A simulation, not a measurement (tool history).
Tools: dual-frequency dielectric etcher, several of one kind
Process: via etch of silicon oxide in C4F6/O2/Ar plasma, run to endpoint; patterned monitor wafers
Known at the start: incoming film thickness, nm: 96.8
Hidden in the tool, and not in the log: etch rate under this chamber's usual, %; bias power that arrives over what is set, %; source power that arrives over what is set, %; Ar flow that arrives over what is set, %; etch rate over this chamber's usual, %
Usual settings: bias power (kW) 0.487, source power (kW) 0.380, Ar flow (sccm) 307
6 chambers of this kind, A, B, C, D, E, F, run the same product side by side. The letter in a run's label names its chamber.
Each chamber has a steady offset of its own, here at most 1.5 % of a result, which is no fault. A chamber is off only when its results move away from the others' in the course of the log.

run   hour  bias power (kW)  source power (kW)  Ar flow (sccm)  hours since the last wet clean  hours since the last bias power generator calibration  hours since the last source power generator calibration  hours since the last Ar flow controller change  endpoint time (s)
 1B    8.1            0.487              0.380             307                            78.5                                                 1595.1                                                   2445.2                                          1331.3             21.760
 2A   15.1            0.487              0.380             307                           310.6                                                 1254.5                                                   1989.6                                          1915.2             21.851
 3E   20.4            0.487              0.380             307                           508.2                                                 1049.4                                                   1301.5                                          2304.7             21.721
 4C   28.1            0.487              0.380             307                           309.6                                                  674.6                                                   1015.9                                          3793.4             21.886
 5F   36.3            0.487              0.380             307                           273.8                                                 2304.0                                                   2025.1                                           768.1             21.912
 6D   42.0            0.487              0.380             307                           248.9                                                 2409.0                                                   2144.6                                          2270.1             22.258
 7E   51.4            0.487              0.380             307                           539.2                                                 1080.4                                                   1332.5                                          2335.7             21.767
 8D   56.2            0.487              0.380             307                           263.1                                                 2423.2                                                   2158.8                                          2284.3             22.136
 9A   64.0            0.487              0.380             307                           359.5                                                 1303.4                                                   2038.5                                          1964.1             21.872
10C   70.4            0.487              0.380             307                           351.9                                                  716.9                                                   1058.2                                          3835.7             21.875
11B   78.6            0.487              0.430             240                           149.0                                                 1665.6                                                   2515.7                                          1401.8             20.503
12F   88.5            0.487              0.430             240                           326.0                                                 2356.2                                                   2077.3                                           820.3             20.423
13B   94.4            0.487              0.430             240                           164.8                                                 1681.4                                                   2531.5                                          1417.6             20.289
14A  103.1            0.487              0.430             240                           398.6                                                 1342.5                                                   2077.6                                          2003.2             20.084
     103.3  -- chamber C: Ar flow controller replaced
15E  111.3            0.487              0.430             240                           599.1                                                 1140.3                                                   1392.4                                          2395.6             20.266
16F  119.1            0.487              0.430             240                           356.6                                                 2386.8                                                   2107.9                                           850.9             20.410
17D  125.3            0.487              0.380             307                           332.2                                                 2492.3                                                   2227.9                                          2353.4             22.031
18C  134.6            0.602              0.380             307                           416.1                                                  781.1                                                   1122.4                                            31.3             20.345
19F  145.1            0.602              0.380             307                           382.6                                                 2412.8                                                   2133.9                                           876.9             20.048
     149.8  -- chamber C: wet clean of the chamber
20C  155.4            0.602              0.380             307                             5.6                                                  801.9                                                   1143.2                                            52.1             20.201
21A  165.0            0.602              0.380             307                           460.5                                                 1404.4                                                   2139.5                                          2065.1             20.338
22D  171.6            0.602              0.380             307                           378.5                                                 2538.6                                                   2274.2                                          2399.7             20.400
23B  179.1            0.602              0.380             307                           249.5                                                 1766.1                                                   2616.2                                          1502.3             20.139
24E  188.0            0.487              0.380             307                           675.8                                                 1217.0                                                   1469.1                                          2472.3             21.793
25F  192.9            0.487              0.380             307                           430.4                                                 2460.6                                                   2181.7                                           924.7             21.903
     202.5  -- chamber E: wet clean of the chamber
26B  202.8            0.487              0.380             307                           273.2                                                 1789.8                                                   2639.9                                          1526.0             21.741
     206.9  -- chamber A: source power generator calibrated
27A  209.0            0.487              0.380             307                           504.5                                                 1448.4                                                      2.1                                          2109.1             22.455
     211.6  -- chamber B: source power generator calibrated
28E  215.0            0.487              0.280             307                            12.5                                                 1244.0                                                   1496.1                                          2499.3             24.837
29C  225.8            0.487              0.280             307                            76.0                                                  872.3                                                   1213.6                                           122.5             24.754
30D  236.3            0.487              0.280             307                           443.2                                                 2603.3                                                   2338.9                                          2464.4             24.975
31B  245.1            0.487              0.280             307                           315.5                                                 1832.1                                                     33.5                                          1568.3             24.362
32A  253.8            0.487              0.280             307                           549.3                                                 1493.2                                                     46.9                                          2153.9             25.052
33F  259.7            0.487              0.280             307                           497.2                                                 2527.4                                                   2248.5                                           991.5             24.443
34C  267.2            0.487              0.380             307                           117.4                                                  913.7                                                   1255.0                                           163.9             22.011
35E  273.4            0.487              0.380             307                            70.9                                                 1302.4                                                   1554.5                                          2557.7             21.875
36D  280.3            0.487              0.380             307                           487.2                                                 2647.3                                                   2382.9                                          2508.4             21.986
37E  289.4            0.487              0.380             307                            86.9                                                 1318.4                                                   1570.5                                          2573.7             22.045
38A  299.9            0.487              0.380             307                           595.4                                                 1539.3                                                     93.0                                          2200.0             22.479
     300.4  -- chamber B: wet clean of the chamber
39D  308.3            0.487              0.380             307                           515.2                                                 2675.3                                                   2410.9                                          2536.4             22.117
40C  315.0            0.487              0.380             307                           165.2                                                  961.5                                                   1302.8                                           211.7             21.796
     319.7  -- chamber F: wet clean of the chamber
41B  322.4            0.487              0.380             335                            22.1                                                 1909.4                                                    110.8                                          1645.6             21.911
42F  329.3            0.487              0.380             335                             9.7                                                 2597.0                                                   2318.1                                          1061.1             21.947
43C  338.9            0.487              0.380             335                           189.1                                                  985.4                                                   1326.7                                           235.6             22.288

Next, every chamber runs the same settings. What will each give?
44A  346.9            0.487              0.460             307                                                                                                                                                                                                                  ?
44B  346.9            0.487              0.460             307                                                                                                                                                                                                                  ?
44C  346.9            0.487              0.460             307                                                                                                                                                                                                                  ?
44D  346.9            0.487              0.460             307                                                                                                                                                                                                                  ?
44E  346.9            0.487              0.460             307                                                                                                                                                                                                                  ?
44F  346.9            0.487              0.460             307                                                                                                                                                                                                                  ?

run  endpoint time (s)
44A             21.325
44B             20.425
44C             20.695
44D             20.860
44E             20.432
44F             20.337
